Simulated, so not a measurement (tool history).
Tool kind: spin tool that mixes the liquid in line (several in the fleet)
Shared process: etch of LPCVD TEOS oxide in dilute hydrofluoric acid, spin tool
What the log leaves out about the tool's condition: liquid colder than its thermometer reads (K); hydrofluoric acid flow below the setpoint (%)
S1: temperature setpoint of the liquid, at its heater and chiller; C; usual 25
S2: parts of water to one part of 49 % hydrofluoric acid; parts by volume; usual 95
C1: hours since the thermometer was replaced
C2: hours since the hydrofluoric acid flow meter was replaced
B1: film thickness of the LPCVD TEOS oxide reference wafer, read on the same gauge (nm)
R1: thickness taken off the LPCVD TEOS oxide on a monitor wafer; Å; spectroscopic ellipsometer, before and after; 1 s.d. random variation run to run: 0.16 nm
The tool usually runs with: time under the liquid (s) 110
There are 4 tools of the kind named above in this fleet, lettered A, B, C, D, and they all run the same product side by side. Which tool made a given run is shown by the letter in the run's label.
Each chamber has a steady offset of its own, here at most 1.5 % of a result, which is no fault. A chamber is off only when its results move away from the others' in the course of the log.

{"run": "1C", "hour": 10.3, "S1": 25, "S2": 95, "time under the liquid (s)": 110, "C1": 399.0, "C2": 204.1, "B1": 120.0, "R1": 204.18}
{"run": "2A", "hour": 18.8, "S1": 25, "S2": 95, "time under the liquid (s)": 110, "C1": 218.7, "C2": 881.5, "B1": 120.0, "R1": 202.0}
{"run": "3D", "hour": 28.3, "S1": 25, "S2": 95, "time under the liquid (s)": 110, "C1": 771.0, "C2": 729.4, "B1": 120.0, "R1": 201.21}
{"run": "4B", "hour": 37.5, "S1": 25, "S2": 95, "time under the liquid (s)": 110, "C1": 1197.8, "C2": 1240.6, "B1": 120.0, "R1": 202.08}
{"run": "5D", "hour": 46.5, "S1": 25, "S2": 95, "time under the liquid (s)": 110, "C1": 789.2, "C2": 747.6, "B1": 120.0, "R1": 200.25}
{"run": "6C", "hour": 54.6, "S1": 25, "S2": 95, "time under the liquid (s)": 110, "C1": 443.3, "C2": 248.4, "B1": 119.98, "R1": 204.84}
{"run": "7B", "hour": 64.9, "S1": 25, "S2": 95, "time under the liquid (s)": 110, "C1": 1225.2, "C2": 1268.0, "B1": 119.99, "R1": 199.91}
{"run": "8A", "hour": 72.1, "S1": 25, "S2": 95, "time under the liquid (s)": 110, "C1": 272.0, "C2": 934.8, "B1": 119.98, "R1": 201.12}
{"run": "9D", "hour": 82.2, "S1": 25, "S2": 95, "time under the liquid (s)": 110, "C1": 824.9, "C2": 783.3, "B1": 120.0, "R1": 199.7}
{"run": "10C", "hour": 91.7, "S1": 25, "S2": 95, "time under the liquid (s)": 110, "C1": 480.4, "C2": 285.5, "B1": 120.0, "R1": 205.75}
{"run": "11B", "hour": 96.5, "S1": 25, "S2": 95, "time under the liquid (s)": 110, "C1": 1256.8, "C2": 1299.6, "B1": 119.99, "R1": 198.23}
{"run": "12A", "hour": 106.6, "S1": 25, "S2": 95, "time under the liquid (s)": 110, "C1": 306.5, "C2": 969.3, "B1": 120.01, "R1": 202.3}
{"run": "13C", "hour": 115.0, "S1": 25, "S2": 95, "time under the liquid (s)": 110, "C1": 503.7, "C2": 308.8, "B1": 120.03, "R1": 204.28}
{"run": "14D", "hour": 125.0, "S1": 25, "S2": 95, "time under the liquid (s)": 110, "C1": 867.7, "C2": 826.1, "B1": 119.98, "R1": 201.2}
{"run": "15B", "hour": 132.8, "S1": 25, "S2": 95, "time under the liquid (s)": 110, "C1": 1293.1, "C2": 1335.9, "B1": 120.01, "R1": 196.81}
{"run": "16A", "hour": 141.4, "S1": 25, "S2": 95, "time under the liquid (s)": 110, "C1": 341.3, "C2": 1004.1, "B1": 119.99, "R1": 200.08}
{"run": "17C", "hour": 152.2, "S1": 25, "S2": 95, "time under the liquid (s)": 110, "C1": 540.9, "C2": 346.0, "B1": 120.02, "R1": 202.85}
{"run": "18A", "hour": 157.7, "S1": 25, "S2": 95, "time under the liquid (s)": 110, "C1": 357.6, "C2": 1020.4, "B1": 119.99, "R1": 200.45}
{"run": "19B", "hour": 164.1, "S1": 25, "S2": 95, "time under the liquid (s)": 110, "C1": 1324.4, "C2": 1367.2, "B1": 119.99, "R1": 197.16}
{"run": "20D", "hour": 173.4, "S1": 25, "S2": 95, "time under the liquid (s)": 110, "C1": 916.1, "C2": 874.5, "B1": 119.96, "R1": 200.43}
{"run": "21D", "hour": 179.6, "S1": 25, "S2": 95, "time under the liquid (s)": 110, "C1": 922.3, "C2": 880.7, "B1": 120.0, "R1": 197.66}
{"run": "22A", "hour": 184.7, "S1": 25, "S2": 95, "time under the liquid (s)": 110, "C1": 384.6, "C2": 1047.4, "B1": 120.0, "R1": 202.82}
{"run": "23C", "hour": 191.4, "S1": 25, "S2": 95, "time under the liquid (s)": 110, "C1": 580.1, "C2": 385.2, "B1": 120.01, "R1": 202.08}
{"run": "24B", "hour": 202.2, "S1": 25, "S2": 95, "time under the liquid (s)": 110, "C1": 1362.5, "C2": 1405.3, "B1": 120.01, "R1": 191.74}
{"hour": 210.2, "done": "chamber D: thermometer replaced"}
{"run": "25A", "hour": 210.5, "S1": 25, "S2": 95, "time under the liquid (s)": 110, "C1": 410.4, "C2": 1073.2, "B1": 120.01, "R1": 203.31}
{"run": "26B", "hour": 219.7, "S1": 25, "S2": 95, "time under the liquid (s)": 110, "C1": 1380.0, "C2": 1422.8, "B1": 120.0, "R1": 192.96}
{"run": "27C", "hour": 224.6, "S1": 25, "S2": 95, "time under the liquid (s)": 110, "C1": 613.3, "C2": 418.4, "B1": 120.01, "R1": 201.42}
{"run": "28D", "hour": 232.7, "S1": 25, "S2": 95, "time under the liquid (s)": 110, "C1": 22.5, "C2": 933.8, "B1": 119.98, "R1": 199.68}
{"run": "29C", "hour": 238.9, "S1": 25, "S2": 95, "time under the liquid (s)": 110, "C1": 627.6, "C2": 432.7, "B1": 120.0, "R1": 200.57}
{"hour": 240.4, "done": "chamber D: hydrofluoric acid flow meter replaced"}
{"run": "30A", "hour": 249.3, "S1": 25, "S2": 95, "time under the liquid (s)": 110, "C1": 449.2, "C2": 1112.0, "B1": 120.0, "R1": 199.57}
{"run": "31D", "hour": 256.6, "S1": 25, "S2": 95, "time under the liquid (s)": 110, "C1": 46.4, "C2": 16.3, "B1": 119.97, "R1": 202.89}
{"run": "32B", "hour": 265.5, "S1": 25, "S2": 95, "time under the liquid (s)": 110, "C1": 1425.8, "C2": 1468.6, "B1": 119.99, "R1": 188.8}

For the next run the whole fleet of 4 chambers uses the same settings. Give each chamber's results:
{"run": "33A", "hour": 273.4, "S1": 25, "S2": 95, "time under the liquid (s)": 110, "R1": "?"}
{"run": "33B", "hour": 273.4, "S1": 25, "S2": 95, "time under the liquid (s)": 110, "R1": "?"}
{"run": "33C", "hour": 273.4, "S1": 25, "S2": 95, "time under the liquid (s)": 110, "R1": "?"}
{"run": "33D", "hour": 273.4, "S1": 25, "S2": 95, "time under the liquid (s)": 110, "R1": "?"}

run=33A R1=200.11
run=33B R1=188.86
run=33C R1=206.25
run=33D R1=203.01

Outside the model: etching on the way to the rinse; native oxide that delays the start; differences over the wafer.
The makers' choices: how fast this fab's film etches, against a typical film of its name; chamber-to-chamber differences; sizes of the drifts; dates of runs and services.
